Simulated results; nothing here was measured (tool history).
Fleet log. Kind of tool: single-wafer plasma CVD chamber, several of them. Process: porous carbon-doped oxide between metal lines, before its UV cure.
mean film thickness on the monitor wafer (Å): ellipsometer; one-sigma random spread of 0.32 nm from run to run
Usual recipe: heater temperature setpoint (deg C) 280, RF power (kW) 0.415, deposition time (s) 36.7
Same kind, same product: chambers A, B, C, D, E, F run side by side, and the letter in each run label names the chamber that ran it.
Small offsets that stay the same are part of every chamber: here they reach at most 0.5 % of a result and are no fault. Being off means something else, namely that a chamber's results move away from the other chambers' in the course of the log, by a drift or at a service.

run	day	heater temperature setpoint (deg C)	RF power (kW)	deposition time (s)	read-back reference wafer on the same gauge, thickness_nm	mean film thickness on the monitor wafer (Å)
1E	0.204	280	0.415	36.7	178.01	1951.1
2A	0.329	280	0.415	36.7	177.96	1931.9
3C	0.588	280	0.415	36.7	177.86	1938.6
4B	0.825	280	0.415	36.7	177.85	1936.8
5D	1.042	280	0.415	36.7	177.82	1944.4
6F	1.175	280	0.415	36.7	177.78	1942.1
7E	1.346	280	0.415	36.7	177.80	1947.5
8A	1.583	280	0.415	36.7	177.70	1933.2
9B	1.842	280	0.415	36.7	177.70	1935.8
10D	2.067	280	0.415	36.7	177.72	1947.9
11C	2.329	280	0.415	36.7	177.66	1934.3
12F	2.475	280	0.450	34.2	177.62	1929.8
# day 2.617: chamber E: RF generator calibrated
13A	2.662	280	0.450	34.2	177.54	1914.8
14D	2.792	280	0.450	34.2	177.57	1927.7
15B	2.971	280	0.450	34.2	177.49	1926.4
16C	3.217	280	0.450	34.2	177.47	1924.3
# day 3.321: chamber F: RF generator calibrated
17E	3.346	280	0.450	34.2	177.37	1927.7
18F	3.554	280	0.415	36.7	177.43	1937.9
19E	3.775	280	0.415	36.7	177.37	1947.4
20A	3.954	280	0.415	36.7	177.35	1928.8
21F	4.117	266	0.415	36.7	177.35	2119.0
22D	4.362	266	0.415	36.7	177.23	2118.9
23B	4.629	266	0.415	36.7	177.21	2120.6
24C	4.846	266	0.415	36.7	177.18	2120.0
25F	5.108	266	0.415	36.7	177.20	2119.5
26E	5.225	266	0.415	36.7	177.15	2125.5
27C	5.412	280	0.415	36.7	177.09	1925.2
28A	5.562	280	0.415	36.7	177.05	1924.6
29B	5.717	270	0.390	36.7	177.02	1965.9
30D	5.850	270	0.390	36.7	177.01	1969.5
31F	5.988	270	0.390	36.7	176.98	1955.4
32A	6.188	270	0.390	36.7	176.94	1951.8
33B	6.367	270	0.390	36.7	176.98	1952.5
34E	6.542	270	0.390	36.7	176.88	1969.4
35C	6.671	280	0.415	36.7	176.81	1931.6
36D	6.842	280	0.415	36.7	176.78	1940.5

Decide between three cases: one chamber stands off from its peers, the gauge reading all wafers drifts, or nothing is wrong past each chamber's small offset. Where a chamber is off, say which and what most likely put it there.

It is the gauge, not a chamber: its drift shows up in every chamber's results at once, and no chamber is off.
Cause: gauge reads low (%) = 0.678.

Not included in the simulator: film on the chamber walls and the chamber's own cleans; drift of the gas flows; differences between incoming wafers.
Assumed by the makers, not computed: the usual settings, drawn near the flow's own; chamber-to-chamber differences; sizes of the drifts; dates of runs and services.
